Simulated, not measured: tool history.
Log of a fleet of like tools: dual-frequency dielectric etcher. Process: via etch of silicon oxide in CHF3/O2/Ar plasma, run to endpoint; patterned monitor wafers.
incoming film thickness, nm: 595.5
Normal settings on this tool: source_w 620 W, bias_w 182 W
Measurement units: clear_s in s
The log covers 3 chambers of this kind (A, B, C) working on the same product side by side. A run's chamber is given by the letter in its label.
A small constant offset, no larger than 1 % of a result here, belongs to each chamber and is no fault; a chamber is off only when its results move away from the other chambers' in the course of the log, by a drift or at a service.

run,day,source_w,bias_w,clear_s
1C,0.329,620,182,297.08
2A,0.542,620,182,296.4
3B,0.808,620,182,296.22
4C,1.1,620,182,295.54
5B,1.317,620,182,294.94
6A,1.717,620,182,294.37
7C,2.138,620,182,296.3
8A,2.392,520,165,329.99
9B,2.762,520,165,325.11
10A,3.025,520,165,330.65
11B,3.504,620,182,293.87
12C,3.95,620,182,295.52
13C,4.317,730,213,264.42
14A,4.533,730,213,267.32
15B,4.758,730,213,261.14
# day 4.904: chamber A: wet clean of the chamber
16B,5.183,620,182,291.82
17A,5.408,620,182,295.07
18C,5.842,620,182,296.39
19C,6.062,620,182,294.24
20B,6.412,620,182,295.11
21A,6.796,480,182,326.89
22C,7.05,480,182,329.12
23B,7.388,480,182,322.77
24A,7.862,620,182,296.61
25A,8.242,510,182,319.65
# day 8.367: chamber C: wet clean of the chamber
26C,8.517,510,182,307.22
27B,8.762,510,182,316.22
28C,9.146,620,182,284.13
29A,9.604,620,182,296.48
30B,10.058,620,182,292.6
31A,10.483,620,182,298.13
# day 10.754: chamber C: bias power generator calibrated
32C,10.879,620,182,285.57
33B,11.254,620,182,293.13
34C,11.704,750,182,264.33
35B,12.088,750,182,271.27
36A,12.529,750,182,273.88
37B,12.8,620,182,296.79
38A,13.158,620,182,294.49
39C,13.608,620,182,286.27
40C,13.992,620,182,285.45
41B,14.258,620,182,293.25
42A,14.558,620,182,298.38
43B,14.938,620,182,293.39
44A,15.417,620,182,296.73

Has any chamber moved away from the others, gradually or after a service, or does the common gauge drift, or do the chambers differ only by their own small steady offsets? State the chamber and the most likely cause if one applies.

The work done on chamber C during a service left it standing apart from the others.
Most likely cause: etch rate over this chamber's usual, % = 3.93.

Which of the 4 candidates below, each the usual settings with something changed and its results left as question marks, puts chamber C back in line with what the other chambers give on the usual settings?
Counts as in line when no further than this from what the other chambers average on the usual settings: clear_s 4.9 s
45C-1,15.762,620,216,?
45C-2,15.762,650,189,?
45C-3,15.762,570,182,?
45C-4,15.762,620,148,?

The other chambers' mean on the usual settings: clear_s 294.58 s
run,clear_s
45C-1,269.53
45C-2,277.1
45C-3,294.92
45C-4,305.68
The answer is 45C-3, which returns the chamber to within the allowed miss of the others.
